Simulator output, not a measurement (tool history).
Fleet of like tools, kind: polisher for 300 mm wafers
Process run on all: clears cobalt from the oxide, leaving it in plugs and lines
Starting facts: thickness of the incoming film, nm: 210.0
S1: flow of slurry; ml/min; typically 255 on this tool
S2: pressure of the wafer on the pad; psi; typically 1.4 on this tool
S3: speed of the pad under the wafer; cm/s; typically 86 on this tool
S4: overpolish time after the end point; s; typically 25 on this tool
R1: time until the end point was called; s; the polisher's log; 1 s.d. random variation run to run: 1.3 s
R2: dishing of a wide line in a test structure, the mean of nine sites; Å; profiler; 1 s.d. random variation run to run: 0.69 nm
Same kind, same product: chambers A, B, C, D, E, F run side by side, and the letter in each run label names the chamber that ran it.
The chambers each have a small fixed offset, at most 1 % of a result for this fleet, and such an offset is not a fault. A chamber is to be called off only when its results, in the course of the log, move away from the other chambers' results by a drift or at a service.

run 1D day=0.3 | S1=255 S2=1.4 S3=86 S4=25 | R1=71.046 R2=451.16
-- day=0.338 chamber C: worn pad replaced by a new one
-- day=0.367 chamber F: worn pad replaced by a new one
run 2B day=0.754 | S1=255 S2=1.4 S3=86 S4=25 | R1=76.184 R2=441.81
-- day=1.054 chamber E: worn pad replaced by a new one
run 3F day=1.075 | S1=255 S2=1.4 S3=86 S4=25 | R1=73.612 R2=434.04
-- day=1.242 chamber F: slurry nozzle cleaned
run 4E day=1.296 | S1=255 S2=1.4 S3=86 S4=25 | R1=70.236 R2=433.15
-- day=1.504 chamber D: worn pad replaced by a new one
run 5A day=1.642 | S1=255 S2=1.4 S3=86 S4=25 | R1=71.26 R2=447.83
run 6C day=2.096 | S1=255 S2=1.4 S3=86 S4=25 | R1=72.071 R2=432.6
run 7A day=2.575 | S1=225 S2=1 S3=86 S4=25 | R1=101.28 R2=350.65
run 8F day=2.808 | S1=225 S2=1 S3=86 S4=25 | R1=103.93 R2=365.45
run 9C day=3.071 | S1=225 S2=1 S3=86 S4=25 | R1=105.32 R2=361.87
-- day=3.075 chamber C: worn pad replaced by a new one
-- day=3.267 chamber B: worn pad replaced by a new one
run 10D day=3.479 | S1=225 S2=1 S3=86 S4=25 | R1=105.06 R2=350.2
run 11E day=3.829 | S1=225 S2=1 S3=86 S4=25 | R1=107.04 R2=347.11
-- day=4.058 chamber E: worn pad replaced by a new one
run 12B day=4.188 | S1=225 S2=1 S3=86 S4=25 | R1=103.02 R2=360.12
run 13C day=4.546 | S1=255 S2=1.4 S3=86 S4=25 | R1=73.843 R2=427.96
run 14D day=4.942 | S1=255 S2=1.1 S3=66 S4=25 | R1=119.34 R2=314.99
run 15F day=5.362 | S1=255 S2=1.1 S3=66 S4=25 | R1=121.97 R2=324.41
run 16E day=5.646 | S1=255 S2=1.1 S3=66 S4=25 | R1=117.56 R2=307.79
-- day=5.725 chamber F: worn pad replaced by a new one
run 17A day=6.042 | S1=255 S2=1.1 S3=66 S4=25 | R1=124.77 R2=298.55
-- day=6.279 chamber C: worn pad replaced by a new one
run 18B day=6.521 | S1=255 S2=1.1 S3=66 S4=25 | R1=121.51 R2=313.17
run 19D day=6.854 | S1=255 S2=1.1 S3=66 S4=25 | R1=124.89 R2=313.96
-- day=6.888 chamber A: head pressure recalibrated
-- day=7.104 chamber B: worn pad replaced by a new one
-- day=7.238 chamber E: worn pad replaced by a new one
run 20A day=7.262 | S1=255 S2=1.4 S3=86 S4=25 | R1=75.921 R2=410.37
-- day=7.3 chamber D: worn pad replaced by a new one
run 21E day=7.742 | S1=255 S2=1.4 S3=86 S4=25 | R1=71.927 R2=432.47
run 22F day=8.058 | S1=255 S2=1.1 S3=72 S4=25 | R1=110.92 R2=340.18
-- day=8.067 chamber B: slurry nozzle cleaned
run 23B day=8.35 | S1=255 S2=1.1 S3=72 S4=25 | R1=109.62 R2=335.33
run 24C day=8.804 | S1=255 S2=1.1 S3=72 S4=25 | R1=109.12 R2=333.2
run 25B day=9.271 | S1=255 S2=1.1 S3=72 S4=25 | R1=116.31 R2=341.86
-- day=9.404 chamber B: head pressure recalibrated
-- day=9.646 chamber C: worn pad replaced by a new one
run 26A day=9.65 | S1=255 S2=1.1 S3=72 S4=25 | R1=116.32 R2=317.1
run 27E day=10.05 | S1=255 S2=1.1 S3=72 S4=25 | R1=110.52 R2=338.72
-- day=10.275 chamber E: worn pad replaced by a new one
run 28C day=10.283 | S1=255 S2=1.4 S3=86 S4=25 | R1=72.868 R2=441.15
run 29F day=10.758 | S1=305 S2=1.4 S3=86 S4=37 | R1=72.894 R2=533.78
run 30D day=11.238 | S1=305 S2=1.4 S3=86 S4=37 | R1=71.001 R2=529.13
-- day=11.317 chamber B: worn pad replaced by a new one
run 31C day=11.5 | S1=305 S2=1.4 S3=86 S4=37 | R1=72.989 R2=538.81
run 32E day=11.979 | S1=305 S2=1.4 S3=86 S4=37 | R1=72.287 R2=520.8
run 33B day=12.192 | S1=305 S2=1.4 S3=86 S4=37 | R1=72.753 R2=519.2
-- day=12.308 chamber F: worn pad replaced by a new one
-- day=12.404 chamber C: worn pad replaced by a new one
run 34A day=12.546 | S1=305 S2=1.4 S3=86 S4=37 | R1=78.642 R2=507.86
-- day=12.867 chamber D: worn pad replaced by a new one
run 35D day=12.888 | S1=185 S2=1.4 S3=86 S4=13 | R1=74.867 R2=277.05
-- day=12.908 chamber D: head pressure recalibrated
run 36F day=13.108 | S1=185 S2=1.4 S3=86 S4=13 | R1=75.887 R2=277.44
-- day=13.175 chamber C: slurry nozzle cleaned
run 37D day=13.417 | S1=185 S2=1.4 S3=86 S4=13 | R1=77.656 R2=268.79
run 38F day=13.683 | S1=185 S2=1.4 S3=86 S4=13 | R1=76.321 R2=267.72
-- day=13.808 chamber E: worn pad replaced by a new one
run 39E day=13.938 | S1=185 S2=1.4 S3=86 S4=13 | R1=73.099 R2=272.69
run 40C day=14.212 | S1=185 S2=1.4 S3=86 S4=13 | R1=77.368 R2=276.21
-- day=14.475 chamber D: slurry nozzle cleaned
run 41B day=14.554 | S1=255 S2=1.4 S3=86 S4=25 | R1=74.068 R2=450.05
run 42A day=15.004 | S1=255 S2=1.4 S3=86 S4=25 | R1=85.132 R2=415.36
run 43D day=15.429 | S1=255 S2=1.4 S3=86 S4=25 | R1=73.971 R2=438.62

Read the log: is a single chamber off, either drifting away or since a service, is the gauge that measures every chamber drifting, or is nothing wrong beyond small per-chamber offsets? Name any odd chamber and what most likely caused it.

One chamber, A, drifts off from the rest bit by bit.
Cause: removal rate lost through wear of the pad, % = 11.7.

Chamber A could run next with any of the 4 candidate recipes listed below; each alters the usual settings, and their results appear as question marks. Which one brings its results back in line with what the other chambers deliver on the usual settings?
A result is in line if it is within this distance of the other chambers' mean on the usual settings: R1 4.7 s; R2 24 Å
run 44A-1 day=15.775 | S1=260 S2=1.6 S3=96 S4=25 | R1=? R2=?
run 44A-2 day=15.775 | S1=255 S2=1.3 S3=82 S4=25 | R1=? R2=?
run 44A-3 day=15.775 | S1=250 S2=1.2 S3=78 S4=25 | R1=? R2=?
run 44A-4 day=15.775 | S1=255 S2=1.5 S3=90 S4=25 | R1=? R2=?

The other chambers' mean on the usual settings: R1 73.198 s; R2 434.43 Å
run=44A-1 R1=63.799 R2=463.66
run=44A-2 R1=92.136 R2=376.46
run=44A-3 R1=105.17 R2=345.49
run=44A-4 R1=72.733 R2=432.8
44A-4 puts the chamber back in line with the other chambers.
